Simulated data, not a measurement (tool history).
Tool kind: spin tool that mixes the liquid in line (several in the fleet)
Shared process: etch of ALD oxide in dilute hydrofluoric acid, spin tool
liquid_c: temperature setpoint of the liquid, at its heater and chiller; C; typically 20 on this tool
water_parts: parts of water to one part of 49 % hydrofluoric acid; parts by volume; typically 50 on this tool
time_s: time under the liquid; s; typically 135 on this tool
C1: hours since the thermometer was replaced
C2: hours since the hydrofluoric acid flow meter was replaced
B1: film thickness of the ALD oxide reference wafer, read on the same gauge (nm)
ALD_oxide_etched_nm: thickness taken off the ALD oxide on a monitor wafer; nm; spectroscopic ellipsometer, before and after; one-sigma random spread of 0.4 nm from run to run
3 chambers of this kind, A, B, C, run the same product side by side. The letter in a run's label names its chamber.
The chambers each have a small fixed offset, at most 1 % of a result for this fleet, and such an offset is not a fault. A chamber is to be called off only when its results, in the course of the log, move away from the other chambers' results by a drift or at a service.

Run 1B, day 0.271: usual settings; C1 2059.2; C2 1531.7; B1 40.004. Result: ALD_oxide_etched_nm 41.663 nm.
Run 2C, day 0.475: usual settings; C1 421.4; C2 726; B1 40.031. Result: ALD_oxide_etched_nm 40.847 nm.
Run 3A, day 0.646: usual settings; C1 2272.5; C2 281.4; B1 39.998. Result: ALD_oxide_etched_nm 41.083 nm.
Run 4B, day 0.967: usual settings; C1 2075.9; C2 1548.4; B1 40.025. Result: ALD_oxide_etched_nm 42.173 nm.
Run 5A, day 1.258: usual settings; C1 2287.2; C2 296.1; B1 39.979. Result: ALD_oxide_etched_nm 41.072 nm.
At day 1.417: chamber B: hydrofluoric acid flow meter replaced.
Run 6C, day 1.525: usual settings; C1 446.6; C2 751.2; B1 39.991. Result: ALD_oxide_etched_nm 41.933 nm.
Run 7B, day 1.762: usual settings but liquid_c 17 C, time_s 75 s; C1 2095; C2 8.4; B1 39.993. Result: ALD_oxide_etched_nm 20.051 nm.
Run 8C, day 2.054: usual settings but liquid_c 17 C, time_s 75 s; C1 459.3; C2 763.9; B1 40.02. Result: ALD_oxide_etched_nm 20.384 nm.
Run 9A, day 2.225: usual settings but liquid_c 17 C, time_s 75 s; C1 2310.4; C2 319.3; B1 40.004. Result: ALD_oxide_etched_nm 20.392 nm.
Run 10A, day 2.55: usual settings; C1 2318.2; C2 327.1; B1 39.97. Result: ALD_oxide_etched_nm 41.194 nm.
Run 11C, day 2.854: usual settings; C1 478.5; C2 783.1; B1 40.046. Result: ALD_oxide_etched_nm 40.61 nm.
Run 12B, day 3.083: usual settings; C1 2126.7; C2 40.1; B1 40.018. Result: ALD_oxide_etched_nm 41.304 nm.
Run 13C, day 3.417: usual settings; C1 492; C2 796.6; B1 39.98. Result: ALD_oxide_etched_nm 41.227 nm.
Run 14A, day 3.646: usual settings but water_parts 60 parts by volume; C1 2344.5; C2 353.4; B1 39.977. Result: ALD_oxide_etched_nm 34.804 nm.
Run 15B, day 3.842: usual settings but water_parts 60 parts by volume; C1 2144.9; C2 58.3; B1 40.007. Result: ALD_oxide_etched_nm 34.328 nm.
Run 16B, day 4.2: usual settings but water_parts 60 parts by volume; C1 2153.5; C2 66.9; B1 40. Result: ALD_oxide_etched_nm 34.308 nm.
Run 17C, day 4.55: usual settings but liquid_c 18.5 C, time_s 105 s; C1 519.2; C2 823.8; B1 39.979. Result: ALD_oxide_etched_nm 29.722 nm.
Run 18A, day 4.725: usual settings but liquid_c 18.5 C, time_s 105 s; C1 2370.4; C2 379.3; B1 39.989. Result: ALD_oxide_etched_nm 30.632 nm.
Run 19B, day 5.021: usual settings but liquid_c 18.5 C, time_s 105 s; C1 2173.2; C2 86.6; B1 39.995. Result: ALD_oxide_etched_nm 30.046 nm.
Run 20A, day 5.254: usual settings; C1 2383.1; C2 392; B1 39.986. Result: ALD_oxide_etched_nm 42.236 nm.
Run 21C, day 5.492: usual settings; C1 541.8; C2 846.4; B1 39.994. Result: ALD_oxide_etched_nm 41.917 nm.
Run 22C, day 5.712: usual settings; C1 547.1; C2 851.7; B1 39.998. Result: ALD_oxide_etched_nm 40.853 nm.
Run 23B, day 5.908: usual settings; C1 2194.5; C2 107.9; B1 39.982. Result: ALD_oxide_etched_nm 40.96 nm.
Run 24A, day 6.104: usual settings; C1 2403.5; C2 412.4; B1 39.984. Result: ALD_oxide_etched_nm 42.767 nm.
Run 25A, day 6.308: usual settings; C1 2408.4; C2 417.3; B1 39.998. Result: ALD_oxide_etched_nm 42.018 nm.
Run 26B, day 6.592: usual settings; C1 2210.9; C2 124.3; B1 40.005. Result: ALD_oxide_etched_nm 41.363 nm.
Run 27C, day 6.921: usual settings; C1 576.1; C2 880.7; B1 40.023. Result: ALD_oxide_etched_nm 41.778 nm.
Run 28C, day 7.271: usual settings; C1 584.5; C2 889.1; B1 40.005. Result: ALD_oxide_etched_nm 41.392 nm.
Run 29A, day 7.529: usual settings; C1 2437.7; C2 446.6; B1 39.995. Result: ALD_oxide_etched_nm 43.171 nm.
Run 30B, day 7.842: usual settings but liquid_c 24.5 C, time_s 70 s; C1 2240.9; C2 154.3; B1 39.978. Result: ALD_oxide_etched_nm 25.843 nm.
Run 31C, day 8.179: usual settings but liquid_c 24.5 C, time_s 70 s; C1 606.3; C2 910.9; B1 40.008. Result: ALD_oxide_etched_nm 25.848 nm.

Predict what each chamber gives when all 3 of them run the settings below next.
Run 32A, day 8.433: usual settings but time_s 160 s. Result: ALD_oxide_etched_nm ?.
Run 32B, day 8.433: usual settings but time_s 160 s. Result: ALD_oxide_etched_nm ?.
Run 32C, day 8.433: usual settings but time_s 160 s. Result: ALD_oxide_etched_nm ?.

run  ALD_oxide_etched_nm
32A               50.373
32B               48.814
32C               48.992

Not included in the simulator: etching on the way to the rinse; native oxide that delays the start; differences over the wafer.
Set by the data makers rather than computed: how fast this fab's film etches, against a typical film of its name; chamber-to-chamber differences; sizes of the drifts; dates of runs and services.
